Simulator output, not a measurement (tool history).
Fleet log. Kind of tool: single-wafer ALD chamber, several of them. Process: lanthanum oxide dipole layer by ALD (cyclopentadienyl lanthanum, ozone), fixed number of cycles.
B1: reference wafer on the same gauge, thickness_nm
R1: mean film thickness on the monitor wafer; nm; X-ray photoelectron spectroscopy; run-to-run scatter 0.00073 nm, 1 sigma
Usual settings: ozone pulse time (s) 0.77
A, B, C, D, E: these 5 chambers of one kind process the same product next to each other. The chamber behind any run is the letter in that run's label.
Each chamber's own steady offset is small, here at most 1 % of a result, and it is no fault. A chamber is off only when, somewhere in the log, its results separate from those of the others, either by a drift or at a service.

Run 1E, hour 4.4: usual settings; B1 0.37405. Result: R1 0.45345 nm.
Run 2B, hour 9.9: usual settings; B1 0.37414. Result: R1 0.45599 nm.
Run 3C, hour 15.0: usual settings; B1 0.37415. Result: R1 0.45437 nm.
Run 4D, hour 19.6: usual settings; B1 0.37418. Result: R1 0.45134 nm.
Run 5A, hour 23.6: usual settings; B1 0.37428. Result: R1 0.45346 nm.
Run 6B, hour 30.3: usual settings; B1 0.37442. Result: R1 0.45742 nm.
Run 7E, hour 36.5: usual settings; B1 0.37449. Result: R1 0.45391 nm.
Run 8A, hour 40.6: usual settings; B1 0.37441. Result: R1 0.45388 nm.
Run 9C, hour 47.8: usual settings; B1 0.37457. Result: R1 0.45351 nm.
Run 10D, hour 53.9: usual settings; B1 0.37444. Result: R1 0.45222 nm.
Run 11C, hour 59.4: usual settings; B1 0.37454. Result: R1 0.45268 nm.
Run 12B, hour 64.2: usual settings; B1 0.37447. Result: R1 0.45735 nm.
Run 13E, hour 71.8: usual settings; B1 0.37476. Result: R1 0.45217 nm.
Run 14D, hour 75.2: usual settings; B1 0.37467. Result: R1 0.45307 nm.
Run 15A, hour 78.8: usual settings but ozone pulse time (s) 0.50; B1 0.37483. Result: R1 0.36252 nm.
Run 16B, hour 85.0: usual settings but ozone pulse time (s) 0.50; B1 0.37482. Result: R1 0.36769 nm.
Run 17C, hour 88.8: usual settings but ozone pulse time (s) 0.50; B1 0.37493. Result: R1 0.36564 nm.
Run 18E, hour 93.2: usual settings but ozone pulse time (s) 0.50; B1 0.37493. Result: R1 0.36468 nm.
At hour 95.3: chamber B: ozone generator serviced.
Run 19A, hour 100.7: usual settings but ozone pulse time (s) 0.50; B1 0.37499. Result: R1 0.36282 nm.
Run 20D, hour 107.5: usual settings; B1 0.37520. Result: R1 0.45251 nm.
Run 21D, hour 111.0: usual settings; B1 0.37500. Result: R1 0.45270 nm.
Run 22C, hour 116.1: usual settings but ozone pulse time (s) 0.47; B1 0.37528. Result: R1 0.35328 nm.
Run 23A, hour 123.2: usual settings but ozone pulse time (s) 0.47; B1 0.37534. Result: R1 0.34953 nm.
Run 24E, hour 127.3: usual settings but ozone pulse time (s) 0.47; B1 0.37530. Result: R1 0.35300 nm.
Run 25B, hour 131.2: usual settings but ozone pulse time (s) 0.47; B1 0.37529. Result: R1 0.35563 nm.
Run 26D, hour 134.8: usual settings but ozone pulse time (s) 0.47; B1 0.37542. Result: R1 0.35292 nm.
Run 27E, hour 141.6: usual settings; B1 0.37543. Result: R1 0.45414 nm.
Run 28A, hour 147.7: usual settings; B1 0.37543. Result: R1 0.45515 nm.
Run 29C, hour 151.4: usual settings; B1 0.37571. Result: R1 0.45435 nm.
Run 30B, hour 158.5: usual settings; B1 0.37565. Result: R1 0.46007 nm.
Run 31C, hour 165.5: usual settings; B1 0.37565. Result: R1 0.45398 nm.
Run 32B, hour 172.9: usual settings; B1 0.37559. Result: R1 0.45934 nm.
Run 33A, hour 176.3: usual settings; B1 0.37568. Result: R1 0.45527 nm.
Run 34E, hour 182.8: usual settings; B1 0.37578. Result: R1 0.45421 nm.
Run 35D, hour 189.6: usual settings; B1 0.37583. Result: R1 0.45394 nm.
Run 36C, hour 194.8: usual settings; B1 0.37592. Result: R1 0.45463 nm.
Run 37D, hour 199.3: usual settings but ozone pulse time (s) 0.64; B1 0.37612. Result: R1 0.41871 nm.
Run 38E, hour 205.9: usual settings but ozone pulse time (s) 0.64; B1 0.37610. Result: R1 0.41918 nm.
Run 39A, hour 212.5: usual settings but ozone pulse time (s) 0.64; B1 0.37608. Result: R1 0.41783 nm.
Run 40B, hour 219.3: usual settings but ozone pulse time (s) 0.64; B1 0.37616. Result: R1 0.42156 nm.
Run 41D, hour 225.5: usual settings but ozone pulse time (s) 0.64; B1 0.37631. Result: R1 0.41794 nm.
Run 42E, hour 231.7: usual settings; B1 0.37639. Result: R1 0.45688 nm.
Run 43A, hour 236.6: usual settings but ozone pulse time (s) 0.67; B1 0.37654. Result: R1 0.42848 nm.
Run 44B, hour 240.1: usual settings but ozone pulse time (s) 0.67; B1 0.37647. Result: R1 0.43090 nm.

All 5 chambers run these settings next. Forecast each chamber's results:
Run 45A, hour 245.7: usual settings but ozone pulse time (s) 1.05. Result: R1 ?.
Run 45B, hour 245.7: usual settings but ozone pulse time (s) 1.05. Result: R1 ?.
Run 45C, hour 245.7: usual settings but ozone pulse time (s) 1.05. Result: R1 ?.
Run 45D, hour 245.7: usual settings but ozone pulse time (s) 1.05. Result: R1 ?.
Run 45E, hour 245.7: usual settings but ozone pulse time (s) 1.05. Result: R1 ?.

run       R1
45A  0.51020
45B  0.51395
45C  0.50966
45D  0.50863
45E  0.51002
